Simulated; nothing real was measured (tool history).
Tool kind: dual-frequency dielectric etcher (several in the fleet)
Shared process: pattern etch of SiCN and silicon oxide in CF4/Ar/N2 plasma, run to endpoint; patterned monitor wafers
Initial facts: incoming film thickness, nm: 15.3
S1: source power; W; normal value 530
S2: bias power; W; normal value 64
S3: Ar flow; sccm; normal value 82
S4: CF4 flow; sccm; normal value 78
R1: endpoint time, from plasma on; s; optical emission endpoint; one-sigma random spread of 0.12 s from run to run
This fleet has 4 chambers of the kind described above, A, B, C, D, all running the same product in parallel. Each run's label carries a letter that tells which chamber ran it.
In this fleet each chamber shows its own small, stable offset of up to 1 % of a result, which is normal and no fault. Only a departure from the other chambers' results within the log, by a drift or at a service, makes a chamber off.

| run | hour | S1 | S2 | S3 | S4 | R1 |
|---|---|---|---|---|---|---|
|  | 6.7 | chamber D: Ar flow controller replaced |
| 1A | 11.6 | 530 | 64 | 82 | 78 | 15.184 |
| 2C | 23.7 | 530 | 64 | 82 | 78 | 15.122 |
| 3B | 32.0 | 530 | 64 | 82 | 78 | 15.323 |
| 4D | 40.7 | 530 | 64 | 82 | 78 | 15.740 |
| 5B | 46.8 | 530 | 64 | 82 | 78 | 15.410 |
| 6A | 53.6 | 530 | 64 | 82 | 78 | 15.187 |
| 7D | 65.7 | 530 | 64 | 82 | 78 | 15.312 |
| 8C | 74.4 | 530 | 64 | 82 | 78 | 15.226 |
| 9D | 85.0 | 530 | 64 | 82 | 78 | 15.263 |
| 10C | 91.3 | 530 | 64 | 82 | 78 | 15.325 |
| 11A | 103.8 | 530 | 64 | 82 | 78 | 15.468 |
| 12B | 111.5 | 530 | 64 | 82 | 78 | 15.609 |
| 13C | 117.7 | 530 | 64 | 82 | 78 | 15.031 |
| 14A | 124.5 | 530 | 64 | 82 | 78 | 15.157 |
|  | 130.8 | chamber B: wet clean of the chamber |
| 15D | 135.8 | 530 | 64 | 82 | 78 | 15.520 |
| 16B | 147.1 | 530 | 64 | 82 | 78 | 15.501 |
| 17C | 156.8 | 530 | 64 | 82 | 78 | 14.762 |
| 18A | 165.0 | 530 | 64 | 82 | 78 | 15.244 |
| 19D | 176.6 | 530 | 64 | 82 | 78 | 15.547 |
| 20B | 183.4 | 530 | 64 | 82 | 78 | 15.285 |
| 21D | 189.2 | 530 | 64 | 82 | 78 | 15.278 |
| 22B | 198.4 | 530 | 64 | 82 | 78 | 15.385 |
| 23A | 204.2 | 530 | 64 | 82 | 78 | 15.136 |
| 24C | 215.7 | 530 | 64 | 82 | 78 | 14.772 |
| 25B | 222.1 | 530 | 64 | 82 | 78 | 15.366 |
| 26C | 227.6 | 610 | 64 | 82 | 70 | 13.144 |
| 27D | 237.1 | 610 | 64 | 82 | 70 | 13.762 |
| 28A | 242.7 | 610 | 64 | 82 | 70 | 13.895 |

For the next run the whole fleet of 4 chambers uses the same settings. Give each chamber's results:
| 29A | 251.9 | 530 | 55 | 82 | 78 | ? |
| 29B | 251.9 | 530 | 55 | 82 | 78 | ? |
| 29C | 251.9 | 530 | 55 | 82 | 78 | ? |
| 29D | 251.9 | 530 | 55 | 82 | 78 | ? |

| run | R1 |
|---|---|
| 29A | 15.941 |
| 29B | 16.114 |
| 29C | 15.283 |
| 29D | 16.330 |

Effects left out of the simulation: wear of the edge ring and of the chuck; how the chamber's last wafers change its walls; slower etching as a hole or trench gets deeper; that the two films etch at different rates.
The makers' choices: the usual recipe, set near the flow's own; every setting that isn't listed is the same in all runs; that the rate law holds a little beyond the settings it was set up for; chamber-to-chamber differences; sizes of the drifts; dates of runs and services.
